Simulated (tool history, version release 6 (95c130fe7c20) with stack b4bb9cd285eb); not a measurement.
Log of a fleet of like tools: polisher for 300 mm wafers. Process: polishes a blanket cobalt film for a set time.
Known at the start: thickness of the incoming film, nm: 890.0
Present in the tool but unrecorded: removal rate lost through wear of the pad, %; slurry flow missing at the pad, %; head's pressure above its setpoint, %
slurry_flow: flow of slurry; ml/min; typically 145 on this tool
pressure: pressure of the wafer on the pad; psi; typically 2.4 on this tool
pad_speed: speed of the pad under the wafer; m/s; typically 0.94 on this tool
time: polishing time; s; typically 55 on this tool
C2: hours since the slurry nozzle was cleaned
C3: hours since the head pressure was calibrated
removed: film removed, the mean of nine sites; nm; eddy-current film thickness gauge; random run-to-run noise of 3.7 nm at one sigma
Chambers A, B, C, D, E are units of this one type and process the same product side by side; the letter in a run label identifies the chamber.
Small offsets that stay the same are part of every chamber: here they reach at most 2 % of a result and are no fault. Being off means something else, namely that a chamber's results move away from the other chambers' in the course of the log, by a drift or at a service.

-- hour=1 chamber E: worn pad replaced by a new one
run 1B hour=6.5 | slurry_flow=145 pressure=2.4 pad_speed=0.94 time=55 | wafers_polished_on_this_pad=207 C2=335.6 C3=1358.6 | removed=306.01
run 2A hour=12.4 | slurry_flow=145 pressure=2.4 pad_speed=0.94 time=55 | wafers_polished_on_this_pad=591 C2=494.4 C3=654.5 | removed=293.03
run 3E hour=16.2 | slurry_flow=145 pressure=2.4 pad_speed=0.94 time=55 | wafers_polished_on_this_pad=212 C2=273.6 C3=476.2 | removed=305.17
run 4D hour=20.1 | slurry_flow=145 pressure=2.4 pad_speed=0.94 time=55 | wafers_polished_on_this_pad=630 C2=61.6 C3=448.6 | removed=301.98
-- hour=21.2 chamber A: worn pad replaced by a new one
-- hour=23.9 chamber B: slurry nozzle cleaned
run 5C hour=28.2 | slurry_flow=145 pressure=2.4 pad_speed=0.94 time=55 | wafers_polished_on_this_pad=409 C2=66 C3=750.5 | removed=300.87
run 6E hour=32.6 | slurry_flow=145 pressure=2.4 pad_speed=0.94 time=55 | wafers_polished_on_this_pad=441 C2=290 C3=492.6 | removed=301.52
run 7C hour=36.3 | slurry_flow=145 pressure=2.4 pad_speed=0.94 time=55 | wafers_polished_on_this_pad=522 C2=74.1 C3=758.6 | removed=299.6
-- hour=42.2 chamber E: worn pad replaced by a new one
run 8A hour=42.6 | slurry_flow=145 pressure=2.4 pad_speed=0.94 time=55 | wafers_polished_on_this_pad=299 C2=524.6 C3=684.7 | removed=303.08
run 9D hour=48.5 | slurry_flow=145 pressure=2.4 pad_speed=0.94 time=55 | wafers_polished_on_this_pad=1026 C2=90 C3=477 | removed=301.87
run 10B hour=53.4 | slurry_flow=145 pressure=2.4 pad_speed=0.94 time=55 | wafers_polished_on_this_pad=861 C2=29.5 C3=1405.5 | removed=305.51
run 11E hour=57.3 | slurry_flow=145 pressure=3 pad_speed=1.06 time=55 | wafers_polished_on_this_pad=211 C2=314.7 C3=517.3 | removed=428.38
run 12D hour=61.5 | slurry_flow=145 pressure=3 pad_speed=1.06 time=55 | wafers_polished_on_this_pad=1207 C2=103 C3=490 | removed=420.94
run 13A hour=68.3 | slurry_flow=145 pressure=3 pad_speed=1.06 time=55 | wafers_polished_on_this_pad=658 C2=550.3 C3=710.4 | removed=417.49
-- hour=72.4 chamber B: head pressure recalibrated
run 14C hour=72.6 | slurry_flow=145 pressure=3 pad_speed=1.06 time=55 | wafers_polished_on_this_pad=1028 C2=110.4 C3=794.9 | removed=417.29
-- hour=74.5 chamber A: head pressure recalibrated
-- hour=75 chamber E: worn pad replaced by a new one
-- hour=75.3 chamber A: worn pad replaced by a new one
run 15B hour=79.8 | slurry_flow=145 pressure=3 pad_speed=1.06 time=55 | wafers_polished_on_this_pad=1229 C2=55.9 C3=7.4 | removed=418.8
-- hour=81.2 chamber B: worn pad replaced by a new one
run 16A hour=83.4 | slurry_flow=145 pressure=2.4 pad_speed=0.94 time=55 | wafers_polished_on_this_pad=113 C2=565.4 C3=8.9 | removed=300.86
run 17B hour=91 | slurry_flow=145 pressure=2.4 pad_speed=0.94 time=55 | wafers_polished_on_this_pad=137 C2=67.1 C3=18.6 | removed=307.06
run 18D hour=97.3 | slurry_flow=145 pressure=2.4 pad_speed=0.94 time=55 | wafers_polished_on_this_pad=1706 C2=138.8 C3=525.8 | removed=288.1
-- hour=102.5 chamber C: worn pad replaced by a new one
run 19E hour=105.6 | slurry_flow=145 pressure=2.4 pad_speed=0.94 time=55 | wafers_polished_on_this_pad=427 C2=363 C3=565.6 | removed=304.35
-- hour=109.7 chamber E: worn pad replaced by a new one
run 20C hour=112.2 | slurry_flow=170 pressure=2.4 pad_speed=0.8 time=55 | wafers_polished_on_this_pad=136 C2=150 C3=834.5 | removed=256.05
-- hour=115.5 chamber E: slurry nozzle cleaned
run 21A hour=119 | slurry_flow=170 pressure=2.4 pad_speed=0.8 time=55 | wafers_polished_on_this_pad=609 C2=601 C3=44.5 | removed=264.23
run 22E hour=123.4 | slurry_flow=170 pressure=2.4 pad_speed=0.8 time=55 | wafers_polished_on_this_pad=192 C2=8 C3=583.4 | removed=262.93
run 23B hour=130.5 | slurry_flow=170 pressure=2.4 pad_speed=0.8 time=55 | wafers_polished_on_this_pad=688 C2=106.6 C3=58.1 | removed=263.92
-- hour=131.5 chamber A: worn pad replaced by a new one
run 24D hour=135.8 | slurry_flow=170 pressure=2.4 pad_speed=0.8 time=55 | wafers_polished_on_this_pad=2243 C2=177.3 C3=564.3 | removed=243.17
run 25C hour=140.2 | slurry_flow=145 pressure=2.4 pad_speed=0.94 time=55 | wafers_polished_on_this_pad=526 C2=178 C3=862.5 | removed=294.16
run 26E hour=147.1 | slurry_flow=145 pressure=2.4 pad_speed=0.94 time=55 | wafers_polished_on_this_pad=522 C2=31.7 C3=607.1 | removed=303.45
-- hour=151.6 chamber E: worn pad replaced by a new one
run 27A hour=153.6 | slurry_flow=145 pressure=2.4 pad_speed=0.94 time=55 | wafers_polished_on_this_pad=309 C2=635.6 C3=79.1 | removed=302.95
-- hour=160.3 chamber B: worn pad replaced by a new one
run 28B hour=161.3 | slurry_flow=145 pressure=2.4 pad_speed=0.94 time=55 | wafers_polished_on_this_pad=15 C2=137.4 C3=88.9 | removed=302.12
run 29D hour=166.5 | slurry_flow=145 pressure=2.4 pad_speed=0.94 time=55 | wafers_polished_on_this_pad=2671 C2=208 C3=595 | removed=276.04
run 30C hour=174.3 | slurry_flow=145 pressure=2.4 pad_speed=1.22 time=68 | wafers_polished_on_this_pad=1001 C2=212.1 C3=896.6 | removed=479.31
run 31E hour=179.7 | slurry_flow=145 pressure=2.4 pad_speed=1.22 time=68 | wafers_polished_on_this_pad=392 C2=64.3 C3=639.7 | removed=488.24
run 32B hour=185.3 | slurry_flow=145 pressure=2.4 pad_speed=1.22 time=68 | wafers_polished_on_this_pad=349 C2=161.4 C3=112.9 | removed=484.75

Each of the 5 chambers runs these same settings next. Fill in every chamber's results:
run 33A hour=191.2 | slurry_flow=145 pressure=2.4 pad_speed=0.84 time=55 | removed=?
run 33B hour=191.2 | slurry_flow=145 pressure=2.4 pad_speed=0.84 time=55 | removed=?
run 33C hour=191.2 | slurry_flow=145 pressure=2.4 pad_speed=0.84 time=55 | removed=?
run 33D hour=191.2 | slurry_flow=145 pressure=2.4 pad_speed=0.84 time=55 | removed=?
run 33E hour=191.2 | slurry_flow=145 pressure=2.4 pad_speed=0.84 time=55 | removed=?

run=33A removed=264.87
run=33B removed=269.43
run=33C removed=257.62
run=33D removed=230.62
run=33E removed=272.63
